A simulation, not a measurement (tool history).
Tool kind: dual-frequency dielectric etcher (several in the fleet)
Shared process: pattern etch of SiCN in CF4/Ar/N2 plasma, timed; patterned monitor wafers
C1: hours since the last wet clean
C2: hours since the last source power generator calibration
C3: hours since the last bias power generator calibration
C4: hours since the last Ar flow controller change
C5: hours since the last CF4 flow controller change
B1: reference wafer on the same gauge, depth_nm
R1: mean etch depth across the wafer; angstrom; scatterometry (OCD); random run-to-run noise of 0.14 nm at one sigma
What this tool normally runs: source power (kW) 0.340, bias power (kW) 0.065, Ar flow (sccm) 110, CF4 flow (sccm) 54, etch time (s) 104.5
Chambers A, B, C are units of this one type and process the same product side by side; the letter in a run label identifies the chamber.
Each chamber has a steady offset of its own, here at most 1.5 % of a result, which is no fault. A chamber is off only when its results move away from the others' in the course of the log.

{"run": "1A", "hour": 12.3, "source power (kW)": 0.34, "bias power (kW)": 0.065, "Ar flow (sccm)": 110, "CF4 flow (sccm)": 54, "etch time (s)": 104.5, "C1": 259.3, "C2": 1344.4, "C3": 2936.3, "C4": 1075.0, "C5": 2072.4, "B1": 55.576, "R1": 647.01}
{"run": "2B", "hour": 18.6, "source power (kW)": 0.34, "bias power (kW)": 0.065, "Ar flow (sccm)": 110, "CF4 flow (sccm)": 54, "etch time (s)": 104.5, "C1": 549.4, "C2": 361.2, "C3": 4547.6, "C4": 1045.8, "C5": 1459.0, "B1": 55.627, "R1": 639.01}
{"run": "3C", "hour": 24.7, "source power (kW)": 0.34, "bias power (kW)": 0.065, "Ar flow (sccm)": 110, "CF4 flow (sccm)": 54, "etch time (s)": 104.5, "C1": 55.1, "C2": 2301.1, "C3": 1760.3, "C4": 1280.6, "C5": 1835.7, "B1": 55.627, "R1": 647.87}
{"hour": 35.8, "done": "chamber B: wet clean of the chamber"}
{"run": "4B", "hour": 36.8, "source power (kW)": 0.34, "bias power (kW)": 0.065, "Ar flow (sccm)": 110, "CF4 flow (sccm)": 54, "etch time (s)": 104.5, "C1": 1.0, "C2": 379.4, "C3": 4565.8, "C4": 1064.0, "C5": 1477.2, "B1": 55.594, "R1": 639.45}
{"run": "5A", "hour": 42.9, "source power (kW)": 0.42, "bias power (kW)": 0.065, "Ar flow (sccm)": 110, "CF4 flow (sccm)": 54, "etch time (s)": 104.5, "C1": 289.9, "C2": 1375.0, "C3": 2966.9, "C4": 1105.6, "C5": 2103.0, "B1": 55.622, "R1": 781.55}
{"run": "6C", "hour": 54.6, "source power (kW)": 0.42, "bias power (kW)": 0.065, "Ar flow (sccm)": 110, "CF4 flow (sccm)": 54, "etch time (s)": 104.5, "C1": 85.0, "C2": 2331.0, "C3": 1790.2, "C4": 1310.5, "C5": 1865.6, "B1": 55.556, "R1": 778.59}
{"run": "7A", "hour": 65.0, "source power (kW)": 0.42, "bias power (kW)": 0.065, "Ar flow (sccm)": 110, "CF4 flow (sccm)": 54, "etch time (s)": 104.5, "C1": 312.0, "C2": 1397.1, "C3": 2989.0, "C4": 1127.7, "C5": 2125.1, "B1": 55.598, "R1": 781.3}
{"run": "8B", "hour": 74.5, "source power (kW)": 0.34, "bias power (kW)": 0.065, "Ar flow (sccm)": 110, "CF4 flow (sccm)": 54, "etch time (s)": 104.5, "C1": 38.7, "C2": 417.1, "C3": 4603.5, "C4": 1101.7, "C5": 1514.9, "B1": 55.604, "R1": 637.85}
{"run": "9C", "hour": 83.5, "source power (kW)": 0.41, "bias power (kW)": 0.065, "Ar flow (sccm)": 110, "CF4 flow (sccm)": 62, "etch time (s)": 104.5, "C1": 113.9, "C2": 2359.9, "C3": 1819.1, "C4": 1339.4, "C5": 1894.5, "B1": 55.59, "R1": 779.15}
{"run": "10A", "hour": 92.9, "source power (kW)": 0.41, "bias power (kW)": 0.065, "Ar flow (sccm)": 110, "CF4 flow (sccm)": 62, "etch time (s)": 104.5, "C1": 339.9, "C2": 1425.0, "C3": 3016.9, "C4": 1155.6, "C5": 2153.0, "B1": 55.615, "R1": 782.84}
{"run": "11C", "hour": 103.0, "source power (kW)": 0.41, "bias power (kW)": 0.065, "Ar flow (sccm)": 110, "CF4 flow (sccm)": 62, "etch time (s)": 104.5, "C1": 133.4, "C2": 2379.4, "C3": 1838.6, "C4": 1358.9, "C5": 1914.0, "B1": 55.624, "R1": 784.73}
{"run": "12B", "hour": 110.0, "source power (kW)": 0.34, "bias power (kW)": 0.065, "Ar flow (sccm)": 110, "CF4 flow (sccm)": 54, "etch time (s)": 104.5, "C1": 74.2, "C2": 452.6, "C3": 4639.0, "C4": 1137.2, "C5": 1550.4, "B1": 55.606, "R1": 638.38}
{"hour": 117.8, "done": "chamber B: bias power generator calibrated"}
{"run": "13C", "hour": 120.5, "source power (kW)": 0.34, "bias power (kW)": 0.065, "Ar flow (sccm)": 110, "CF4 flow (sccm)": 63, "etch time (s)": 104.5, "C1": 150.9, "C2": 2396.9, "C3": 1856.1, "C4": 1376.4, "C5": 1931.5, "B1": 55.63, "R1": 664.96}
{"hour": 126.5, "done": "chamber A: wet clean of the chamber"}
{"run": "14A", "hour": 131.2, "source power (kW)": 0.34, "bias power (kW)": 0.065, "Ar flow (sccm)": 110, "CF4 flow (sccm)": 63, "etch time (s)": 104.5, "C1": 4.8, "C2": 1463.3, "C3": 3055.2, "C4": 1193.9, "C5": 2191.3, "B1": 55.613, "R1": 677.62}
{"run": "15B", "hour": 143.1, "source power (kW)": 0.34, "bias power (kW)": 0.065, "Ar flow (sccm)": 110, "CF4 flow (sccm)": 63, "etch time (s)": 104.5, "C1": 107.3, "C2": 485.7, "C3": 25.4, "C4": 1170.3, "C5": 1583.5, "B1": 55.587, "R1": 655.81}
{"run": "16A", "hour": 149.6, "source power (kW)": 0.34, "bias power (kW)": 0.065, "Ar flow (sccm)": 110, "CF4 flow (sccm)": 54, "etch time (s)": 104.5, "C1": 23.2, "C2": 1481.7, "C3": 3073.6, "C4": 1212.3, "C5": 2209.7, "B1": 55.605, "R1": 659.5}
{"run": "17C", "hour": 155.5, "source power (kW)": 0.34, "bias power (kW)": 0.065, "Ar flow (sccm)": 110, "CF4 flow (sccm)": 54, "etch time (s)": 104.5, "C1": 185.9, "C2": 2431.9, "C3": 1891.1, "C4": 1411.4, "C5": 1966.5, "B1": 55.597, "R1": 644.57}
{"run": "18B", "hour": 161.6, "source power (kW)": 0.38, "bias power (kW)": 0.065, "Ar flow (sccm)": 110, "CF4 flow (sccm)": 54, "etch time (s)": 131.0, "C1": 125.8, "C2": 504.2, "C3": 43.9, "C4": 1188.8, "C5": 1602.0, "B1": 55.571, "R1": 883.48}
{"run": "19B", "hour": 172.7, "source power (kW)": 0.38, "bias power (kW)": 0.065, "Ar flow (sccm)": 110, "CF4 flow (sccm)": 54, "etch time (s)": 131.0, "C1": 136.9, "C2": 515.3, "C3": 55.0, "C4": 1199.9, "C5": 1613.1, "B1": 55.561, "R1": 884.08}
{"run": "20C", "hour": 181.8, "source power (kW)": 0.38, "bias power (kW)": 0.065, "Ar flow (sccm)": 110, "CF4 flow (sccm)": 54, "etch time (s)": 131.0, "C1": 212.2, "C2": 2458.2, "C3": 1917.4, "C4": 1437.7, "C5": 1992.8, "B1": 55.606, "R1": 895.64}
{"run": "21A", "hour": 191.2, "source power (kW)": 0.34, "bias power (kW)": 0.065, "Ar flow (sccm)": 110, "CF4 flow (sccm)": 54, "etch time (s)": 104.5, "C1": 64.8, "C2": 1523.3, "C3": 3115.2, "C4": 1253.9, "C5": 2251.3, "B1": 55.569, "R1": 659.82}
{"run": "22A", "hour": 199.7, "source power (kW)": 0.34, "bias power (kW)": 0.065, "Ar flow (sccm)": 110, "CF4 flow (sccm)": 54, "etch time (s)": 104.5, "C1": 73.3, "C2": 1531.8, "C3": 3123.7, "C4": 1262.4, "C5": 2259.8, "B1": 55.609, "R1": 660.13}
{"run": "23C", "hour": 209.9, "source power (kW)": 0.34, "bias power (kW)": 0.065, "Ar flow (sccm)": 110, "CF4 flow (sccm)": 54, "etch time (s)": 104.5, "C1": 240.3, "C2": 2486.3, "C3": 1945.5, "C4": 1465.8, "C5": 2020.9, "B1": 55.618, "R1": 647.08}
{"run": "24B", "hour": 216.5, "source power (kW)": 0.34, "bias power (kW)": 0.065, "Ar flow (sccm)": 110, "CF4 flow (sccm)": 54, "etch time (s)": 104.5, "C1": 180.7, "C2": 559.1, "C3": 98.8, "C4": 1243.7, "C5": 1656.9, "B1": 55.6, "R1": 639.48}
{"run": "25B", "hour": 228.4, "source power (kW)": 0.34, "bias power (kW)": 0.065, "Ar flow (sccm)": 110, "CF4 flow (sccm)": 54, "etch time (s)": 104.5, "C1": 192.6, "C2": 571.0, "C3": 110.7, "C4": 1255.6, "C5": 1668.8, "B1": 55.579, "R1": 638.1}
{"run": "26A", "hour": 236.5, "source power (kW)": 0.3, "bias power (kW)": 0.065, "Ar flow (sccm)": 110, "CF4 flow (sccm)": 54, "etch time (s)": 104.5, "C1": 110.1, "C2": 1568.6, "C3": 3160.5, "C4": 1299.2, "C5": 2296.6, "B1": 55.589, "R1": 591.37}
{"hour": 238.6, "done": "chamber C: CF4 flow controller replaced"}
{"run": "27C", "hour": 247.5, "source power (kW)": 0.3, "bias power (kW)": 0.065, "Ar flow (sccm)": 110, "CF4 flow (sccm)": 54, "etch time (s)": 104.5, "C1": 277.9, "C2": 2523.9, "C3": 1983.1, "C4": 1503.4, "C5": 9.0, "B1": 55.609, "R1": 581.82}
{"run": "28B", "hour": 257.1, "source power (kW)": 0.3, "bias power (kW)": 0.065, "Ar flow (sccm)": 110, "CF4 flow (sccm)": 54, "etch time (s)": 104.5, "C1": 221.3, "C2": 599.7, "C3": 139.4, "C4": 1284.3, "C5": 1697.5, "B1": 55.61, "R1": 568.75}
{"run": "29A", "hour": 269.2, "source power (kW)": 0.34, "bias power (kW)": 0.065, "Ar flow (sccm)": 110, "CF4 flow (sccm)": 54, "etch time (s)": 104.5, "C1": 142.8, "C2": 1601.3, "C3": 3193.2, "C4": 1331.9, "C5": 2329.3, "B1": 55.614, "R1": 659.83}
{"hour": 274.6, "done": "chamber A: bias power generator calibrated"}
{"hour": 280.1, "done": "chamber A: source power generator calibrated"}
{"run": "30C", "hour": 281.7, "source power (kW)": 0.34, "bias power (kW)": 0.065, "Ar flow (sccm)": 110, "CF4 flow (sccm)": 54, "etch time (s)": 104.5, "C1": 312.1, "C2": 2558.1, "C3": 2017.3, "C4": 1537.6, "C5": 43.2, "B1": 55.621, "R1": 645.67}
{"run": "31B", "hour": 291.2, "source power (kW)": 0.34, "bias power (kW)": 0.065, "Ar flow (sccm)": 110, "CF4 flow (sccm)": 54, "etch time (s)": 104.5, "C1": 255.4, "C2": 633.8, "C3": 173.5, "C4": 1318.4, "C5": 1731.6, "B1": 55.591, "R1": 639.49}
{"run": "32A", "hour": 302.7, "source power (kW)": 0.34, "bias power (kW)": 0.065, "Ar flow (sccm)": 110, "CF4 flow (sccm)": 50, "etch time (s)": 104.5, "C1": 176.3, "C2": 22.7, "C3": 28.1, "C4": 1365.4, "C5": 2362.8, "B1": 55.617, "R1": 652.71}
{"run": "33C", "hour": 314.4, "source power (kW)": 0.34, "bias power (kW)": 0.065, "Ar flow (sccm)": 110, "CF4 flow (sccm)": 50, "etch time (s)": 104.5, "C1": 344.8, "C2": 2590.8, "C3": 2050.0, "C4": 1570.3, "C5": 75.9, "B1": 55.58, "R1": 637.72}
{"run": "34C", "hour": 321.2, "source power (kW)": 0.34, "bias power (kW)": 0.065, "Ar flow (sccm)": 110, "CF4 flow (sccm)": 50, "etch time (s)": 104.5, "C1": 351.6, "C2": 2597.6, "C3": 2056.8, "C4": 1577.1, "C5": 82.7, "B1": 55.63, "R1": 636.86}

Which is it: a chamber that has drifted or been left off by a service, a gauge drift common to all chambers, or only each chamber's usual small offset? If a chamber is off, name it and its likeliest cause.

The work done on chamber A during a service left it standing apart from the others.
What lies behind it: etch rate over this chamber's usual, % = 1.82.

Below are 4 candidate recipes for chamber A's next run, each the usual settings with a change, their results shown as question marks. Which of them brings A's results back in line with what the other chambers give on the usual settings?
Counts as in line when no further than this from what the other chambers average on the usual settings: R1 5.10 angstrom
{"run": "35A-1", "hour": 330.1, "source power (kW)": 0.34, "bias power (kW)": 0.065, "Ar flow (sccm)": 110, "CF4 flow (sccm)": 54, "etch time (s)": 102.0, "R1": "?"}
{"run": "35A-2", "hour": 330.1, "source power (kW)": 0.34, "bias power (kW)": 0.065, "Ar flow (sccm)": 110, "CF4 flow (sccm)": 54, "etch time (s)": 105.5, "R1": "?"}
{"run": "35A-3", "hour": 330.1, "source power (kW)": 0.34, "bias power (kW)": 0.065, "Ar flow (sccm)": 110, "CF4 flow (sccm)": 54, "etch time (s)": 107.5, "R1": "?"}
{"run": "35A-4", "hour": 330.1, "source power (kW)": 0.34, "bias power (kW)": 0.065, "Ar flow (sccm)": 110, "CF4 flow (sccm)": 54, "etch time (s)": 103.5, "R1": "?"}

Other chambers, usual settings, mean: R1 642.85 angstrom
run=35A-1 R1=645.13
run=35A-2 R1=667.27
run=35A-3 R1=679.92
run=35A-4 R1=654.62
Change 35A-1 lands the chamber within the allowed miss of the other chambers.

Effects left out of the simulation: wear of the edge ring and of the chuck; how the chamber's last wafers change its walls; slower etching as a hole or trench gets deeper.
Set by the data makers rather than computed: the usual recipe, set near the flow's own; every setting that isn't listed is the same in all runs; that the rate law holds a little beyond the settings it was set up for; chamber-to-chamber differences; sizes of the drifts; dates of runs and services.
